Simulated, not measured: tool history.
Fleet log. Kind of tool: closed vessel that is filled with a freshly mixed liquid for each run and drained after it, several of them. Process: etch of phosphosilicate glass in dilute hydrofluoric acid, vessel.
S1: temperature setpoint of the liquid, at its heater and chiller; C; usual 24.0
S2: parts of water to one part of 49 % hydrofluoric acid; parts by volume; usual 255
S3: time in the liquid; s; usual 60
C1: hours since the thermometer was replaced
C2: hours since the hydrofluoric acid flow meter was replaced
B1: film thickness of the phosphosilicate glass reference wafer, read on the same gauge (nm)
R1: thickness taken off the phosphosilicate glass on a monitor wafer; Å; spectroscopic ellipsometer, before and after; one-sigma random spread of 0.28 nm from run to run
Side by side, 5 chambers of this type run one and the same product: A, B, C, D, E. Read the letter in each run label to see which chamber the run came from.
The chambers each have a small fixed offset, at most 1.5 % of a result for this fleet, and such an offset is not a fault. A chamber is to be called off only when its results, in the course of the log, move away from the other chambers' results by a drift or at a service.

run,hour,S1,S2,S3,C1,C2,B1,R1
1E,5.4,24.0,255,60,335.7,485.3,99.991,396.95
2B,10.1,24.0,255,60,1119.7,276.6,99.971,393.44
3D,15.3,24.0,255,60,946.4,1226.4,99.962,395.02
4C,20.0,24.0,255,60,780.3,303.9,99.983,395.81
5A,23.8,24.0,255,60,303.9,1694.1,99.979,393.41
6E,27.3,24.0,255,60,357.6,507.2,100.010,392.56
7D,31.5,24.0,255,60,962.6,1242.6,100.010,396.05
8B,35.5,24.0,255,60,1145.1,302.0,99.991,396.12
9C,38.5,24.0,255,60,798.8,322.4,99.988,406.32
10A,43.0,24.0,255,60,323.1,1713.3,99.974,395.92
11E,46.6,24.0,255,60,376.9,526.5,99.983,390.37
12A,50.4,24.0,255,60,330.5,1720.7,99.984,390.15
13C,53.1,24.0,255,60,813.4,337.0,99.969,403.81
14D,58.8,24.0,255,60,989.9,1269.9,100.020,395.06
15B,62.1,25.5,255,60,1171.7,328.6,99.968,415.52
16E,65.4,25.5,255,60,395.7,545.3,100.010,418.39
17A,70.6,25.5,255,60,350.7,1740.9,100.030,416.90
18C,73.3,25.5,255,60,833.6,357.2,99.973,438.42
19B,76.0,25.5,255,60,1185.6,342.5,99.987,414.19
20D,79.1,24.0,255,60,1010.2,1290.2,100.020,396.18
21A,83.3,24.0,255,60,363.4,1753.6,100.020,393.68
22C,86.0,24.0,255,60,846.3,369.9,99.971,419.61
23D,89.1,24.0,255,60,1020.2,1300.2,100.010,398.28
24B,92.3,21.0,255,30,1201.9,358.8,100.010,176.67
25E,96.8,21.0,255,30,427.1,576.7,99.952,178.36
26E,101.4,21.0,255,30,431.7,581.3,100.010,177.64
27A,107.1,21.0,255,30,387.2,1777.4,99.974,174.12
28B,110.2,21.0,255,30,1219.8,376.7,99.964,175.43
# hour 112.6: chamber D: thermometer replaced
29D,116.1,24.0,330,75,3.5,1327.2,100.020,353.75
30C,119.7,24.0,330,75,880.0,403.6,99.987,386.92
31D,125.3,24.0,330,75,12.7,1336.4,99.988,350.41
32C,129.1,24.0,330,75,889.4,413.0,99.972,389.02
33A,134.1,24.0,330,75,414.2,1804.4,99.993,350.55
34B,139.2,24.0,255,60,1248.8,405.7,99.986,392.77
35E,144.7,24.0,255,60,475.0,624.6,99.977,395.58
36C,148.9,24.0,255,60,909.2,432.8,100.000,440.01
37B,154.4,24.0,215,60,1264.0,420.9,99.966,483.99

Is one chamber out of step, is the gauge drifting, or do the chambers differ by no more than their own small offsets? For an off chamber, give its letter and the likeliest cause.

Little by little, chamber C moves away from the other chambers.
Most likely cause: hydrofluoric acid flow above the setpoint (%) = 8.41.
It could be hard to tell apart here from: liquid hotter than its thermometer reads (K).

Which of the 4 candidates below, each the usual settings with something changed and its results left as question marks, puts chamber C back in line with what the other chambers give on the usual settings?
In-line tolerance around the mean of the other chambers on the usual settings: R1 9.60 Å
38C-1,158.7,27.0,255,60,,,,?
38C-2,158.7,24.0,280,60,,,,?
38C-3,158.7,24.0,245,60,,,,?
38C-4,158.7,24.0,265,60,,,,?

Mean of the other chambers on the usual settings: R1 393.81 Å
run,R1
38C-1,487.78
38C-2,390.08
38C-3,462.00
38C-4,418.43
38C-2 brings the chamber back in line.

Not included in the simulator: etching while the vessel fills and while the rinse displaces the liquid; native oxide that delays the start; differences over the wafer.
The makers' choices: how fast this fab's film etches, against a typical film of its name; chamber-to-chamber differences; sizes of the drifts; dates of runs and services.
